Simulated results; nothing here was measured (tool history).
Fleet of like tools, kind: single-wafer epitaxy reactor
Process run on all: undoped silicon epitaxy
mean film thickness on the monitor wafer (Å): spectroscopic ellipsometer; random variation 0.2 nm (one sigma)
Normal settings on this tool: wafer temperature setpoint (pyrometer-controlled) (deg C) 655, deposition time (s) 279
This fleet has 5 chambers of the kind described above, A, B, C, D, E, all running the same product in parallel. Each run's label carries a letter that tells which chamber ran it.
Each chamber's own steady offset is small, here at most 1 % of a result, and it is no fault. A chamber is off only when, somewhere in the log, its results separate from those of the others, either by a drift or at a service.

run	hour	wafer temperature setpoint (pyrometer-controlled) (deg C)	deposition time (s)	hours since the last pyrometer calibration	read-back reference wafer on the same gauge, thickness_nm	mean film thickness on the monitor wafer (Å)
1D	13.5	655	279	1898.6	57.202	522.89
2B	21.8	655	279	1030.2	57.178	519.95
3C	32.1	655	279	745	57.269	517.2
4E	44.6	655	279	173	57.219	518.2
5A	52.5	655	279	2404.4	57.181	525.16
6D	63.8	655	279	1948.9	57.147	521.77
7E	75.1	655	279	203.5	57.205	519.45
# hour 83.2: chamber A: pyrometer calibrated
8B	87.9	655	279	1096.3	57.138	516.66
9C	96.2	655	279	809.1	57.176	520.57
10A	102.8	655	279	19.7	57.226	524.46
# hour 107.5: chamber B: pyrometer calibrated
11A	111.1	655	279	28	57.201	520.71
12E	119.3	655	279	247.7	57.217	518.79
13D	126	655	279	2011.1	57.195	523.01
14B	133.7	655	279	26.2	57.233	524.11
15C	144.3	655	301	857.2	57.196	563.27
16D	154.8	655	301	2039.9	57.217	567.33
17C	164.1	655	301	877	57.216	560.2
18E	172.8	655	301	301.2	57.192	558.74
19B	180	655	301	72.5	57.234	559.78
20A	187.8	655	259	104.7	57.191	489.46
21C	197.3	655	259	910.2	57.247	479.8
22D	210.9	655	259	2096	57.144	487.51
23B	223.4	655	259	115.9	57.223	481.8
24E	233.5	655	259	361.9	57.271	482.73
# hour 236.2: chamber C: pyrometer calibrated
25A	240.1	655	279	157	57.208	522.19
26E	251.7	655	279	380.1	57.225	520
27D	264.9	655	279	2150	57.18	523.02
28B	279.4	655	279	171.9	57.214	520.62
29A	292.2	655	279	209.1	57.165	524.72
30C	304.7	655	279	68.6	57.233	538.23
31A	316.2	640	324	233.1	57.147	439.23
32B	323.2	640	324	215.7	57.135	429.75
33E	334.5	640	324	462.9	57.19	433.99
34C	346.7	640	324	110.6	57.168	450.04
35D	354.8	640	324	2239.9	57.246	436.08
36B	368.4	647	300	260.9	57.181	469.49
37A	382.8	647	300	299.7	57.176	471.6
38E	394	647	300	522.4	57.183	468.09
39D	401.1	647	300	2286.2	57.189	472.65
40C	408.6	647	300	172.5	57.154	485.08
41C	422.8	655	279	186.7	57.2	535.28
42E	433.2	669	250	561.6	57.218	629.16

All chambers now run identical settings, listed one chamber a line with results as question marks. What results will each chamber show?
43A	443.8	655	279			?
43B	443.8	655	279			?
43C	443.8	655	279			?
43D	443.8	655	279			?
43E	443.8	655	279			?

run	mean film thickness on the monitor wafer (Å)
43A	524.54
43B	519.51
43C	536.14
43D	519.57
43E	522.52

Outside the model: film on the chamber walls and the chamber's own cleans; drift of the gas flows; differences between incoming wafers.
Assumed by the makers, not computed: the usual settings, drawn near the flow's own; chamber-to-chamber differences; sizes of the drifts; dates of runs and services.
